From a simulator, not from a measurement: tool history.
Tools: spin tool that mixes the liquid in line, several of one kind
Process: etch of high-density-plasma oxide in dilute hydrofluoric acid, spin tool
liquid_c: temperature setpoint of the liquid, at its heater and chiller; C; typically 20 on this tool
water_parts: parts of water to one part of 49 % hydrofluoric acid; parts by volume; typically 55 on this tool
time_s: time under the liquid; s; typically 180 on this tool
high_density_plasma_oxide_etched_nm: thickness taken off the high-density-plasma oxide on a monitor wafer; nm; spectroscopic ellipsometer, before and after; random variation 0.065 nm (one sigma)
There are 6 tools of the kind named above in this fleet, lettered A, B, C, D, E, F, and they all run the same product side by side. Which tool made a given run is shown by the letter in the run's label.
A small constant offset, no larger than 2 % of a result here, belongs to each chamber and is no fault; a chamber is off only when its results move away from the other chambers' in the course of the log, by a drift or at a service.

run   hour  liquid_c  water_parts  time_s  hours since the thermometer was replaced  hours since the hydrofluoric acid flow meter was replaced  read-back film thickness of the high-density-plasma oxide reference wafer, read on the same gauge (nm)  high_density_plasma_oxide_etched_nm
 1C    6.4        20           55     180                                      92.3                                                      385.7                                                                                                  99.974                               20.163
 2B   14.3        20           55     180                                     911.9                                                      800.9                                                                                                  99.998                               20.276
      21.9  -- chamber C: hydrofluoric acid flow meter replaced
 3E     24        20           55     180                                      73.5                                                      798.1                                                                                                  100.01                               20.086
 4D   33.6        20           55     180                                     575.5                                                      828.6                                                                                                  99.999                                20.13
 5A     44        20           55     180                                     616.2                                                      273.2                                                                                                  99.998                               20.109
 6F   52.8        20           55     180                                    1343.9                                                      224.1                                                                                                  99.997                               20.479
      54.9  -- chamber B: hydrofluoric acid flow meter replaced
 7A   60.9        20           55     180                                     633.1                                                      290.1                                                                                                  99.991                               20.225
 8B   70.8        20           55     180                                     968.4                                                         16                                                                                                  100.03                               20.193
      72.1  -- chamber F: thermometer replaced
 9C   79.6        20           55     180                                     165.5                                                       57.8                                                                                                  100.01                               20.118
10E   84.6        20           55     180                                     134.1                                                      858.7                                                                                                  99.991                               20.101
11D   95.4        20           55     180                                     637.3                                                      890.4                                                                                                  100.01                               20.118
12F  105.5        20           55     180                                      33.4                                                      276.8                                                                                                  100.01                               20.441
13B  115.7        20           55     180                                    1013.3                                                       60.9                                                                                                  100.01                               20.155
14F  126.6        20           55     180                                      54.5                                                      297.9                                                                                                   99.99                               20.511
     130.6  -- chamber D: hydrofluoric acid flow meter replaced
15A  133.5        20           55     180                                     705.7                                                      362.7                                                                                                  100.01                               20.235
16D  140.9        20           65     265                                     682.8                                                       10.3                                                                                                  100.03                               24.897
17C  146.1        20           65     265                                       232                                                      124.3                                                                                                  99.999                               24.764
18E    155        20           65     265                                     204.5                                                      929.1                                                                                                  100.02                               24.299
19F  162.5        20           65     265                                      90.4                                                      333.8                                                                                                  100.01                               25.215
20D    171        20           65     265                                     712.9                                                       40.4                                                                                                  100.01                               24.956
21E    177        20           65     265                                     226.5                                                      951.1                                                                                                  99.985                               24.235
22A  184.3        20           55     105                                     756.5                                                      413.5                                                                                                  100.02                               11.763
23B  194.5        20           55     105                                    1092.1                                                      139.7                                                                                                  99.968                                11.72
24C    205        20           55     105                                     290.9                                                      183.2                                                                                                  100.02                               11.731
25B  212.1        20           55     105                                    1109.7                                                      157.3                                                                                                  99.987                               11.711
26F  220.6        20           55     105                                     148.5                                                      391.9                                                                                                  99.973                               11.968
27A  228.7        20           55     105                                     800.9                                                      457.9                                                                                                  100.03                               11.761
28D  233.9        20           55     180                                     775.8                                                      103.3                                                                                                  99.997                               20.239
29C  245.1        20           55     180                                       331                                                      223.3                                                                                                  99.992                                20.05
30E  253.2        20           55     180                                     302.7                                                     1027.3                                                                                                  100.01                               19.538
31B  263.9        20           55     180                                    1161.5                                                      209.1                                                                                                  99.991                               20.164
32E  270.8        20           55     180                                     320.3                                                     1044.9                                                                                                  100.02                               19.476
33C  277.4        20           55     180                                     363.3                                                      255.6                                                                                                  100.01                               20.148
34A  285.8        20           55     180                                       858                                                        515                                                                                                  99.998                               20.192
35D  293.7        17           30     180                                     835.6                                                      163.1                                                                                                     100                               33.188
36F  300.5        17           30     180                                     228.4                                                      471.8                                                                                                   99.98                               34.257
37C  307.9        17           30     180                                     393.8                                                      286.1                                                                                                     100                               33.106
38D  316.9        17           30     180                                     858.8                                                      186.3                                                                                                  99.977                               33.304
39E    322        17           30     180                                     371.5                                                     1096.1                                                                                                  99.997                                32.39
40A  329.8        17           30     180                                       902                                                        559                                                                                                  99.998                               33.761
41B  339.1        20           55     180                                    1236.7                                                      284.3                                                                                                     100                               20.202

Read the log: is a single chamber off, either drifting away or since a service, is the gauge that measures every chamber drifting, or is nothing wrong beyond small per-chamber offsets? Name any odd chamber and what most likely caused it.

Little by little, chamber E moves away from the other chambers.
What lies behind it: hydrofluoric acid flow below the setpoint (%) = 4.18.
With only this log, it may be confused with: liquid colder than its thermometer reads (K).

Chamber E could run next with any of the 4 candidate recipes listed below; each alters the usual settings, and their results appear as question marks. Which one brings its results back in line with what the other chambers deliver on the usual settings?
Counts as in line when no further than this from what the other chambers average on the usual settings: high_density_plasma_oxide_etched_nm 0.23 nm
42E-1  347.3        20           50     180                                                                                                                                                                                                                                                 ?
42E-2  347.3        20           55     170                                                                                                                                                                                                                                                 ?
42E-3  347.3        20           55     190                                                                                                                                                                                                                                                 ?
42E-4  347.3      17.5           55     180                                                                                                                                                                                                                                                 ?

The other chambers' mean on the usual settings: high_density_plasma_oxide_etched_nm 20.224 nm
  run  high_density_plasma_oxide_etched_nm
42E-1                               21.246
42E-2                               18.098
42E-3                               20.227
42E-4                               17.201
42E-3 puts the chamber back in line with the other chambers.
